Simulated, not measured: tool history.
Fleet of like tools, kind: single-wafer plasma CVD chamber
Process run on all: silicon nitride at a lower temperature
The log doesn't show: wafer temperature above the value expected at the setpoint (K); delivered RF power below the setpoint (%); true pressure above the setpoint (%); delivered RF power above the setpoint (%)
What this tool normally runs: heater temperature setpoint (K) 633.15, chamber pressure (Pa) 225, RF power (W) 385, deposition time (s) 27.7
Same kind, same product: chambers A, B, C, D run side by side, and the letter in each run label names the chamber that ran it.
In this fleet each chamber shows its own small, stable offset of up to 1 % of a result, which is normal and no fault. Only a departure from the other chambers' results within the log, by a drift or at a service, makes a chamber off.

run	hour	heater temperature setpoint (K)	chamber pressure (Pa)	RF power (W)	deposition time (s)	hours since the last thermocouple change	hours since the last RF generator calibration	hours since the last manometer calibration	read-back reference wafer on the same gauge, thickness_nm	mean film thickness on the monitor wafer (nm)
1B	6.5	633.15	225	385	27.7	1268.9	1272.4	864.9	35.599	38.629
2A	14.4	633.15	225	385	27.7	1424.5	113.5	262.1	35.579	38.536
3D	21.3	633.15	225	385	27.7	282.7	1593.6	401.1	35.594	38.785
4C	26.6	633.15	225	385	27.7	605.1	746.1	747.7	35.606	38.692
5D	35.7	633.15	268	420	27.7	297.1	1608.0	415.5	35.590	42.665
# hour 40.8: chamber D: RF generator calibrated
6C	41.0	633.15	268	420	27.7	619.5	760.5	762.1	35.613	42.757
7B	46.7	633.15	268	420	27.7	1309.1	1312.6	905.1	35.593	42.647
8A	52.8	633.15	268	420	27.7	1462.9	151.9	300.5	35.594	42.441
9C	56.8	633.15	225	385	27.7	635.3	776.3	777.9	35.596	38.604
10A	62.7	633.15	225	385	27.7	1472.8	161.8	310.4	35.610	38.474
11B	69.3	633.15	225	385	27.7	1331.7	1335.2	927.7	35.583	38.695
12D	74.1	633.15	225	385	27.7	335.5	33.3	453.9	35.598	38.660
13D	82.1	633.15	225	385	29.8	343.5	41.3	461.9	35.589	41.511
14C	88.5	633.15	225	385	29.8	667.0	808.0	809.6	35.594	41.467
15B	94.8	633.15	225	385	29.8	1357.2	1360.7	953.2	35.595	41.617
16A	101.2	633.15	225	385	29.8	1511.3	200.3	348.9	35.620	41.408
17B	107.4	633.15	225	385	27.7	1369.8	1373.3	965.8	35.600	38.761
18D	112.9	633.15	225	385	27.7	374.3	72.1	492.7	35.615	38.810
19A	117.4	633.15	225	350	27.7	1527.5	216.5	365.1	35.584	36.240
# hour 117.7: chamber B: capacitance manometer re-zeroed and calibrated
20C	122.7	633.15	225	350	27.7	701.2	842.2	843.8	35.604	36.356
21B	130.1	633.15	225	350	27.7	1392.5	1396.0	12.4	35.603	37.023
22C	138.5	633.15	225	350	27.7	717.0	858.0	859.6	35.602	36.260
23A	146.3	633.15	225	385	27.7	1556.4	245.4	394.0	35.577	38.494
24D	152.8	633.15	173	385	27.7	414.2	112.0	532.6	35.606	36.049
25B	159.3	633.15	173	385	27.7	1421.7	1425.2	41.6	35.593	36.548
26A	168.0	633.15	173	385	27.7	1578.1	267.1	415.7	35.577	35.692
27C	173.6	633.15	173	385	27.7	752.1	893.1	894.7	35.621	35.762
28D	180.2	633.15	225	385	27.7	441.6	139.4	560.0	35.589	38.901
29B	185.6	633.15	225	385	27.7	1448.0	1451.5	67.9	35.585	39.274
30D	190.1	633.15	225	440	27.7	451.5	149.3	569.9	35.610	41.967
31A	196.1	633.15	225	440	27.7	1606.2	295.2	443.8	35.598	41.631
32C	200.4	633.15	225	440	27.7	778.9	919.9	921.5	35.593	41.882
33C	207.4	633.15	225	440	27.7	785.9	926.9	928.5	35.602	41.764
34B	212.3	633.15	225	385	27.7	1474.7	1478.2	94.6	35.576	39.465
35A	220.1	633.15	225	385	27.7	1630.2	319.2	467.8	35.599	38.681
36D	226.6	633.15	225	385	27.7	488.0	185.8	606.4	35.575	38.626
37B	234.5	633.15	225	385	27.7	1496.9	1500.4	116.8	35.612	39.071
38C	242.3	633.15	173	435	27.7	820.8	961.8	963.4	35.609	38.591

Does one chamber stand apart from the rest, does the shared gauge drift, or is all well apart from small per-chamber offsets? Give the chamber and the most likely cause, where there is one.

Chamber B came out of a service off from its peers and stayed that way.
What lies behind it: true pressure above the setpoint (%) = 5.88.

Below are 4 candidate recipes for chamber B's next run, each the usual settings with a change, their results shown as question marks. Which of them brings B's results back in line with what the other chambers give on the usual settings?
In line means no further than this from the other chambers' mean on the usual settings: mean film thickness on the monitor wafer (nm) 0.340
39B-1	249.0	633.15	225	390	28.4					?
39B-2	249.0	633.15	224	380	27.4					?
39B-3	249.0	633.15	229	395	27.7					?
39B-4	249.0	633.15	223	380	27.1					?

The other chambers' mean on the usual settings: mean film thickness on the monitor wafer (nm) 38.598
run	mean film thickness on the monitor wafer (nm)
39B-1	40.641
39B-2	38.501
39B-3	40.138
39B-4	38.019
Change 39B-2 lands the chamber within the allowed miss of the other chambers.
